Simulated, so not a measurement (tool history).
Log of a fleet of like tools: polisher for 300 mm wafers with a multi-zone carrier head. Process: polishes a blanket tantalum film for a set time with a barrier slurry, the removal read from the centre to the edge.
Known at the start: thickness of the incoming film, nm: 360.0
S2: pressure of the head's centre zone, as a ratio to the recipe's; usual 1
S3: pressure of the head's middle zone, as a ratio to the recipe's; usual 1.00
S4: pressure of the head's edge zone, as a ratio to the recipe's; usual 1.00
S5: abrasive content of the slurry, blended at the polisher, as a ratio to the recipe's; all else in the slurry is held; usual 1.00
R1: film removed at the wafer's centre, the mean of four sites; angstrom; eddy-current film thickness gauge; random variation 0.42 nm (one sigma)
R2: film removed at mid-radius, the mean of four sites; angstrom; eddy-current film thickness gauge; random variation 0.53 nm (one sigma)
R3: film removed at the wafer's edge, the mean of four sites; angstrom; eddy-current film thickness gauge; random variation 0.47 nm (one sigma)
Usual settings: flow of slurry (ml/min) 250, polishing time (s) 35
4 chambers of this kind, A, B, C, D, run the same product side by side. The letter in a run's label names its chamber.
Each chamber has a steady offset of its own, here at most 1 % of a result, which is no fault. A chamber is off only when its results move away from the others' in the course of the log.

-- hour=1.6 chamber B: centre zone pressure recalibrated
run 1B hour=4.7 | flow_of_slurry_(ml/min)=250 S2=1 S3=1.00 S4=1.00 S5=1.00 polishing_time_(s)=35 | R1=447.73 R2=445.59 R3=447.90
run 2D hour=8.0 | flow_of_slurry_(ml/min)=250 S2=1 S3=1.00 S4=1.00 S5=1.00 polishing_time_(s)=35 | R1=437.93 R2=450.61 R3=453.08
-- hour=10.9 chamber A: worn pad replaced by a new one
run 3C hour=11.1 | flow_of_slurry_(ml/min)=250 S2=1 S3=1.00 S4=1.00 S5=1.00 polishing_time_(s)=35 | R1=459.66 R2=447.05 R3=445.33
-- hour=15.1 chamber A: slurry nozzle cleaned
run 4A hour=16.9 | flow_of_slurry_(ml/min)=250 S2=1 S3=1.00 S4=1.00 S5=1.00 polishing_time_(s)=35 | R1=443.50 R2=447.54 R3=446.57
run 5D hour=21.9 | flow_of_slurry_(ml/min)=250 S2=1 S3=1.00 S4=1.00 S5=1.00 polishing_time_(s)=35 | R1=446.86 R2=440.53 R3=442.92
run 6A hour=27.1 | flow_of_slurry_(ml/min)=250 S2=1 S3=1.00 S4=1.00 S5=1.00 polishing_time_(s)=35 | R1=435.72 R2=443.73 R3=446.15
run 7C hour=29.9 | flow_of_slurry_(ml/min)=250 S2=1 S3=1.00 S4=1.00 S5=1.00 polishing_time_(s)=35 | R1=456.23 R2=445.48 R3=449.52
-- hour=34.7 chamber B: worn pad replaced by a new one
run 8B hour=36.2 | flow_of_slurry_(ml/min)=195 S2=1 S3=1.00 S4=1.00 S5=1.15 polishing_time_(s)=35 | R1=448.47 R2=448.84 R3=457.60
run 9B hour=39.9 | flow_of_slurry_(ml/min)=195 S2=1 S3=1.00 S4=1.00 S5=1.15 polishing_time_(s)=35 | R1=450.66 R2=445.82 R3=454.73
run 10D hour=45.6 | flow_of_slurry_(ml/min)=195 S2=1 S3=1.00 S4=1.00 S5=1.15 polishing_time_(s)=35 | R1=440.29 R2=439.20 R3=452.36
-- hour=49.5 chamber C: worn pad replaced by a new one
run 11A hour=51.7 | flow_of_slurry_(ml/min)=195 S2=1 S3=1.00 S4=1.00 S5=1.15 polishing_time_(s)=35 | R1=444.20 R2=454.53 R3=455.17
run 12C hour=55.5 | flow_of_slurry_(ml/min)=250 S2=1 S3=1.00 S4=1.00 S5=1.00 polishing_time_(s)=35 | R1=453.74 R2=445.00 R3=451.09
run 13B hour=59.6 | flow_of_slurry_(ml/min)=250 S2=1 S3=1.00 S4=1.00 S5=1.00 polishing_time_(s)=35 | R1=448.71 R2=438.41 R3=449.48
run 14C hour=62.7 | flow_of_slurry_(ml/min)=250 S2=1 S3=1.00 S4=1.00 S5=0.80 polishing_time_(s)=35 | R1=419.45 R2=421.26 R3=416.83
run 15A hour=67.5 | flow_of_slurry_(ml/min)=250 S2=1 S3=1.00 S4=1.00 S5=0.80 polishing_time_(s)=35 | R1=412.23 R2=416.33 R3=418.74
-- hour=69.6 chamber D: worn pad replaced by a new one
run 16D hour=71.0 | flow_of_slurry_(ml/min)=250 S2=1 S3=1.00 S4=1.00 S5=0.80 polishing_time_(s)=35 | R1=405.38 R2=401.58 R3=413.86
run 17B hour=74.3 | flow_of_slurry_(ml/min)=250 S2=1 S3=1.00 S4=1.00 S5=0.80 polishing_time_(s)=35 | R1=419.85 R2=414.62 R3=413.53
-- hour=79.2 chamber C: slurry nozzle cleaned
run 18C hour=79.4 | flow_of_slurry_(ml/min)=250 S2=1 S3=1.00 S4=1.00 S5=1.00 polishing_time_(s)=35 | R1=459.34 R2=447.61 R3=451.13
run 19A hour=84.4 | flow_of_slurry_(ml/min)=250 S2=1 S3=1.00 S4=1.00 S5=1.00 polishing_time_(s)=35 | R1=437.55 R2=444.76 R3=440.08
-- hour=87.8 chamber A: worn pad replaced by a new one
run 20D hour=87.9 | flow_of_slurry_(ml/min)=250 S2=1 S3=1.00 S4=1.00 S5=1.00 polishing_time_(s)=35 | R1=424.08 R2=431.69 R3=432.39
-- hour=92.8 chamber B: worn pad replaced by a new one
run 21D hour=93.0 | flow_of_slurry_(ml/min)=250 S2=1 S3=1.00 S4=1.00 S5=1.00 polishing_time_(s)=35 | R1=421.56 R2=435.36 R3=435.25
run 22A hour=98.4 | flow_of_slurry_(ml/min)=250 S2=1 S3=1.00 S4=1.00 S5=1.00 polishing_time_(s)=35 | R1=442.67 R2=447.01 R3=448.39
run 23B hour=102.4 | flow_of_slurry_(ml/min)=250 S2=1 S3=1.00 S4=1.00 S5=1.00 polishing_time_(s)=35 | R1=448.81 R2=446.00 R3=442.84
run 24C hour=108.3 | flow_of_slurry_(ml/min)=250 S2=1 S3=1.00 S4=1.00 S5=1.00 polishing_time_(s)=35 | R1=449.36 R2=445.84 R3=443.37
run 25D hour=112.1 | flow_of_slurry_(ml/min)=250 S2=1 S3=1.00 S4=1.00 S5=1.00 polishing_time_(s)=35 | R1=422.21 R2=430.86 R3=428.23
-- hour=114.2 chamber C: worn pad replaced by a new one
run 26A hour=118.3 | flow_of_slurry_(ml/min)=250 S2=1 S3=1.00 S4=1.00 S5=1.00 polishing_time_(s)=35 | R1=444.16 R2=448.86 R3=442.62
-- hour=123.6 chamber A: centre zone pressure recalibrated
run 27C hour=124.7 | flow_of_slurry_(ml/min)=250 S2=1 S3=0.93 S4=1.00 S5=1.00 polishing_time_(s)=35 | R1=453.91 R2=409.69 R3=449.11
run 28B hour=130.1 | flow_of_slurry_(ml/min)=250 S2=1 S3=0.93 S4=1.00 S5=1.00 polishing_time_(s)=35 | R1=447.82 R2=407.41 R3=445.87
run 29B hour=136.0 | flow_of_slurry_(ml/min)=250 S2=1 S3=0.93 S4=1.00 S5=1.00 polishing_time_(s)=35 | R1=449.51 R2=415.18 R3=445.03
-- hour=136.5 chamber A: edge zone pressure recalibrated
run 30A hour=142.2 | flow_of_slurry_(ml/min)=250 S2=1 S3=0.93 S4=1.00 S5=1.00 polishing_time_(s)=35 | R1=439.08 R2=418.86 R3=442.15
run 31C hour=145.0 | flow_of_slurry_(ml/min)=250 S2=1 S3=1.00 S4=1.07 S5=1.00 polishing_time_(s)=35 | R1=454.23 R2=448.11 R3=458.03

Is one chamber off against the others, does the gauge drift, or is nothing wrong? If a chamber is off, say which, and what the likeliest cause is.

Chamber D drifts away from the others.
Cause: slurry flow missing at the pad, % = 37.7.

Here are 4 candidates for chamber D's next run, each the usual settings with a change, their results left as question marks. Which one brings its results back in line with what the others give on the usual settings?
In line means no further than this from the other chambers' mean on the usual settings: R1 15.00 angstrom; R2 19.00 angstrom; R3 17.00 angstrom
run 32D-1 hour=149.5 | flow_of_slurry_(ml/min)=260 S2=1.03 S3=1.01 S4=0.98 S5=1.00 polishing_time_(s)=37 | R1=? R2=? R3=?
run 32D-2 hour=149.5 | flow_of_slurry_(ml/min)=235 S2=0.95 S3=0.98 S4=1.03 S5=1.00 polishing_time_(s)=32 | R1=? R2=? R3=?
run 32D-3 hour=149.5 | flow_of_slurry_(ml/min)=265 S2=1.05 S3=1.03 S4=0.97 S5=1.00 polishing_time_(s)=39 | R1=? R2=? R3=?
run 32D-4 hour=149.5 | flow_of_slurry_(ml/min)=240 S2=0.97 S3=0.99 S4=1.02 S5=1.00 polishing_time_(s)=33 | R1=? R2=? R3=?

The other chambers' mean on the usual settings: R1 449.81 angstrom; R2 447.16 angstrom; R3 448.02 angstrom
run=32D-1 R1=453.52 R2=443.69 R3=446.47
run=32D-2 R1=350.66 R2=366.29 R3=391.00
run=32D-3 R1=490.29 R2=477.76 R3=469.15
run=32D-4 R1=371.92 R2=382.82 R3=402.29
32D-1 brings the chamber back in line.
